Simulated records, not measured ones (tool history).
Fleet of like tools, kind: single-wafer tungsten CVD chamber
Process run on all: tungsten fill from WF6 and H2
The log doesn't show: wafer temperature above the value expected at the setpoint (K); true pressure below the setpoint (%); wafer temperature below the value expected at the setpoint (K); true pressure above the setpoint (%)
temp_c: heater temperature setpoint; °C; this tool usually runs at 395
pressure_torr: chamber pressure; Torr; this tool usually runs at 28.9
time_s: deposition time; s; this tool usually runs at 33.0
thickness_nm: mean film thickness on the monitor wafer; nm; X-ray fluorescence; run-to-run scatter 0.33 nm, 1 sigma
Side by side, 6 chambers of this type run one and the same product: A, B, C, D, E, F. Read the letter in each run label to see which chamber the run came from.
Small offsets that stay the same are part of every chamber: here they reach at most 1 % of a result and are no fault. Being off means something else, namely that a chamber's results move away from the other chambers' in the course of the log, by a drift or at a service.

run,hour,temp_c,pressure_torr,time_s,hours since the last thermocouple change,hours since the last manometer calibration,"read-back reference wafer on the same gauge, thickness_nm",thickness_nm
1B,3.3,395,28.9,33.0,74.0,1159.4,73.494,86.184
2C,5.6,395,28.9,33.0,381.1,364.2,73.574,86.276
3A,7.7,395,28.9,33.0,846.4,878.5,73.486,86.223
4D,10.3,395,28.9,33.0,643.4,965.9,73.470,86.070
5E,14.2,395,28.9,33.0,53.1,952.6,73.541,85.877
6F,16.6,395,28.9,33.0,1880.6,125.9,73.466,86.464
7D,20.8,395,28.9,33.0,653.9,976.4,73.494,86.108
8A,22.9,395,28.9,33.0,861.6,893.7,73.536,85.704
9C,25.2,395,25.7,33.0,400.7,383.8,73.542,81.284
10E,29.5,395,25.7,33.0,68.4,967.9,73.457,80.700
11B,31.6,395,25.7,33.0,102.3,1187.7,73.543,80.785
12F,34.0,395,25.7,33.0,1898.0,143.3,73.514,81.830
13C,38.2,395,25.7,33.0,413.7,396.8,73.543,81.256
14B,40.9,395,25.7,33.0,111.6,1197.0,73.427,81.792
15F,44.2,395,28.9,33.0,1908.2,153.5,73.477,86.227
16D,48.5,395,28.9,33.0,681.6,1004.1,73.493,86.071
17A,52.5,395,28.9,33.0,891.2,923.3,73.502,86.276
18E,56.8,390,28.9,28.5,95.7,995.2,73.469,67.357
19B,58.6,390,28.9,28.5,129.3,1214.7,73.468,67.176
20E,62.3,390,28.9,28.5,101.2,1000.7,73.498,67.191
21F,64.7,390,28.9,28.5,1928.7,174.0,73.550,67.377
22D,68.3,390,28.9,28.5,701.4,1023.9,73.473,67.296
23C,70.6,390,28.9,28.5,446.1,429.2,73.449,67.353
24A,74.9,395,28.9,33.0,913.6,945.7,73.502,86.360
25B,77.4,395,32.2,30.6,148.1,1233.5,73.517,83.380
26F,80.6,395,32.2,30.6,1944.6,189.9,73.489,84.113
27C,82.4,395,32.2,30.6,457.9,441.0,73.518,83.651
28D,85.0,395,32.2,30.6,718.1,1040.6,73.500,84.006
29A,87.7,395,32.2,30.6,926.4,958.5,73.475,84.005
30E,91.2,395,32.2,30.6,130.1,1029.6,73.424,83.801
31F,94.8,395,28.9,33.0,1958.8,204.1,73.516,86.148
32E,97.3,395,28.9,33.0,136.2,1035.7,73.402,85.212
33A,100.2,395,28.9,31.0,938.9,971.0,73.452,80.980
34B,103.2,395,28.9,31.0,173.9,1259.3,73.461,80.400
35C,105.6,395,28.9,31.0,481.1,464.2,73.520,80.725
36D,107.6,395,28.9,31.0,740.7,1063.2,73.533,81.061
37E,111.4,395,28.9,31.0,150.3,1049.8,73.517,80.511
38D,115.3,395,28.9,31.0,748.4,1070.9,73.433,80.677
39B,119.3,395,28.9,33.0,190.0,1275.4,73.500,85.982
40A,121.8,395,28.9,33.0,960.5,992.6,73.563,86.153

Decide between three cases: one chamber stands off from its peers, the gauge reading all wafers drifts, or nothing is wrong past each chamber's small offset. Where a chamber is off, say which and what most likely put it there.

Neither any chamber nor the gauge drifts; the chambers differ only by their own small, steady offsets.

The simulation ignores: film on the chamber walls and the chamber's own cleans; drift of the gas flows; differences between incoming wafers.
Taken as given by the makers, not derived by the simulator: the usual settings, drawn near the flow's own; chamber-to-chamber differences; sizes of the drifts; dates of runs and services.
